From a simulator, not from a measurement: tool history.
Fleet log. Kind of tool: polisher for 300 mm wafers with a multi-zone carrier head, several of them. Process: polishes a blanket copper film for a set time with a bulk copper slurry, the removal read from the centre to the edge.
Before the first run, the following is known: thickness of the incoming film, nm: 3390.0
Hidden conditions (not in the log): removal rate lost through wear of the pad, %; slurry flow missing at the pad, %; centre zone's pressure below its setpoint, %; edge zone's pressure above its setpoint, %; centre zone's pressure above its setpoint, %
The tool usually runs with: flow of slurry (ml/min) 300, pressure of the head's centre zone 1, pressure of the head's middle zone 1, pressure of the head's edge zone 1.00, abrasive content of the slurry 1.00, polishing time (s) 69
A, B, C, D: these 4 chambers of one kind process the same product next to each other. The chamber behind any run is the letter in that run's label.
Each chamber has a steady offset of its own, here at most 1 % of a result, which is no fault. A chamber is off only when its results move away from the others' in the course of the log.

run	hour	flow of slurry (ml/min)	pressure of the head's centre zone	pressure of the head's middle zone	pressure of the head's edge zone	abrasive content of the slurry	polishing time (s)	wafers polished on this pad	hours since the slurry nozzle was cleaned	hours since the centre zone pressure was calibrated	hours since the edge zone pressure was calibrated	film removed at the wafer's centre (nm)	film removed at mid-radius (nm)	film removed at the wafer's edge (nm)
# hour 6.8: chamber A: slurry nozzle cleaned
1C	10.9	300	1	1	1.00	1.00	69	860	189.6	400.2	576.5	784.18	784.98	774.12
2D	19.1	300	1	1	1.00	1.00	69	389	596.8	523.0	113.7	802.39	799.63	789.79
# hour 22.7: chamber C: worn pad replaced by a new one
3A	27.5	300	1	1	1.00	1.00	69	344	20.8	301.9	180.0	786.96	781.60	774.51
4B	36.7	300	1	1	1.00	1.00	69	492	239.3	532.8	109.2	773.65	775.05	768.77
5C	48.5	365	1	1	0.92	1.00	69	314	227.2	437.8	614.1	802.46	784.71	754.64
6A	60.4	365	1	1	0.92	1.00	69	744	53.7	334.8	212.9	794.66	794.58	752.92
# hour 62.7: chamber D: worn pad replaced by a new one
# hour 66.7: chamber B: centre zone pressure recalibrated
# hour 72.1: chamber C: edge zone pressure recalibrated
7B	72.9	365	1	1	0.92	1.00	69	933	275.5	6.2	145.4	787.85	783.11	761.34
# hour 83.1: chamber A: worn pad replaced by a new one
8D	88.9	365	1	1	0.92	1.00	69	319	666.6	592.8	183.5	792.26	785.16	746.16
# hour 97.1: chamber A: centre zone pressure recalibrated
9A	100.7	300	1	1	1.00	1.00	69	215	94.0	3.7	253.2	773.48	779.17	783.16
# hour 102.7: chamber B: worn pad replaced by a new one
10B	113.3	300	1	1	1.00	1.00	69	129	315.9	46.6	185.8	772.01	784.35	780.39
# hour 115.5: chamber C: worn pad replaced by a new one
11C	127.3	300	1	1	1.00	1.00	69	144	306.0	516.6	55.3	781.61	780.46	777.19
12D	135.1	300	1	1	1.10	0.90	69	881	712.8	639.0	229.7	764.68	761.65	799.66
# hour 139.3: chamber D: worn pad replaced by a new one
13D	143.4	300	1	1	1.10	0.90	69	49	721.1	647.3	238.0	781.81	751.00	809.46
14B	152.3	300	1	1	1.10	0.90	69	603	354.9	85.6	224.8	759.01	773.17	797.84
15A	160.4	300	1	1	1.10	0.90	69	942	153.7	63.4	312.9	776.02	749.03	804.92
# hour 162.8: chamber A: worn pad replaced by a new one
16C	176.0	300	1	1	1.00	1.00	69	737	354.7	565.3	104.0	767.61	777.28	782.50
# hour 186.6: chamber C: worn pad replaced by a new one
# hour 190.0: chamber B: edge zone pressure recalibrated
17B	192.3	300	1	1	1.00	1.00	69	1091	394.9	125.6	2.4	784.08	783.82	785.65
# hour 193.7: chamber B: worn pad replaced by a new one
18C	203.4	300	1	1	1.00	1.00	69	205	382.1	592.7	131.4	774.48	770.55	773.39
# hour 217.5: chamber D: worn pad replaced by a new one
19A	218.5	300	1	1	1.00	1.00	69	679	211.8	121.5	371.0	786.01	770.59	788.75
# hour 227.2: chamber B: slurry nozzle cleaned
20D	229.1	300	1	1	1.00	1.15	90	141	806.8	733.0	323.7	1066.40	1065.40	1053.30
21B	237.2	300	1	1	1.00	1.15	90	529	10.0	170.5	47.3	1065.70	1048.80	1052.80
# hour 243.2: chamber A: worn pad replaced by a new one
22C	252.3	300	1	1	1.00	1.15	90	800	431.0	641.6	180.3	1067.40	1063.50	1028.60
23D	260.9	300	1	1	1.00	1.15	90	529	838.6	764.8	355.5	1052.80	1031.30	1033.50
# hour 266.4: chamber C: centre zone pressure recalibrated
# hour 271.2: chamber C: worn pad replaced by a new one
24A	271.5	300	1	1	1.00	1.00	69	344	264.8	174.5	424.0	790.11	777.25	778.13
# hour 272.7: chamber D: slurry nozzle cleaned
25C	286.0	300	1	1	1.00	1.00	69	181	464.7	19.7	214.0	864.88	789.24	773.94
# hour 289.4: chamber B: worn pad replaced by a new one
# hour 296.3: chamber D: worn pad replaced by a new one
26D	298.8	300	1	1	1.00	1.00	69	30	26.2	802.7	393.4	786.29	775.33	777.74
27A	306.4	300	1	1	1.00	1.00	69	769	299.7	209.4	458.9	771.65	789.86	779.09
# hour 316.1: chamber A: worn pad replaced by a new one
28B	317.2	300	1	1	1.00	1.00	69	338	90.0	250.5	127.3	785.35	781.14	783.57
29D	329.8	300	1	1	1.00	1.00	69	408	57.2	833.7	424.4	766.58	779.31	777.33
30B	338.6	300	1	1	1.00	1.00	69	599	111.4	271.9	148.7	770.73	789.67	779.01
31C	345.7	300	1	1	1.00	1.00	69	908	524.4	79.4	273.7	859.17	798.16	782.29
# hour 349.9: chamber C: worn pad replaced by a new one
32A	354.5	250	1	1	1.00	1.00	55	468	347.8	257.5	507.0	597.51	617.12	617.99
33C	364.1	250	1	1	1.00	1.00	55	173	542.8	97.8	292.1	680.58	606.65	602.25
34A	373.7	250	1	1	1.00	1.00	55	701	367.0	276.7	526.2	600.98	615.73	614.74
# hour 385.6: chamber D: worn pad replaced by a new one
35B	387.6	250	1	1	1.00	1.00	55	1196	160.4	320.9	197.7	611.88	617.70	610.13
# hour 392.7: chamber B: worn pad replaced by a new one
36D	395.0	300	1	1	1.00	1.00	69	114	122.4	898.9	489.6	804.78	780.73	781.55
37B	411.2	300	1	1	1.00	1.00	69	225	184.0	344.5	221.3	777.03	770.59	793.90

What goes on in this fleet: one chamber off, a drifting gauge, or nothing beyond the chambers' own small offsets? Name the chamber and the cause, if any.

Chamber C came out of a service off from its peers and stayed that way.
What lies behind it: centre zone's pressure above its setpoint, % = 10.

Chamber C could run next with any of the 4 candidate recipes listed below; each alters the usual settings, and their results appear as question marks. Which one brings its results back in line with what the other chambers deliver on the usual settings?
In-line tolerance around the mean of the other chambers on the usual settings: film removed at the wafer's centre (nm) 31.00; film removed at mid-radius (nm) 35.00; film removed at the wafer's edge (nm) 26.00
38C-1	422.8	295	0.92	1.02	1.03	1.00	68					?	?	?
38C-2	422.8	305	1.08	0.98	0.97	1.00	70					?	?	?
38C-3	422.8	300	0.97	1.01	1.01	1.00	69					?	?	?
38C-4	422.8	300	1.03	0.99	0.99	1.00	69					?	?	?

What the other chambers average on the usual settings: film removed at the wafer's centre (nm) 779.80; film removed at mid-radius (nm) 780.47; film removed at the wafer's edge (nm) 779.17
run	film removed at the wafer's centre (nm)	film removed at mid-radius (nm)	film removed at the wafer's edge (nm)
38C-1	774.19	782.18	777.62
38C-2	953.92	778.09	777.86
38C-3	834.45	787.68	781.97
38C-4	891.20	773.06	773.92
The answer is 38C-1, which returns the chamber to within the allowed miss of the others.
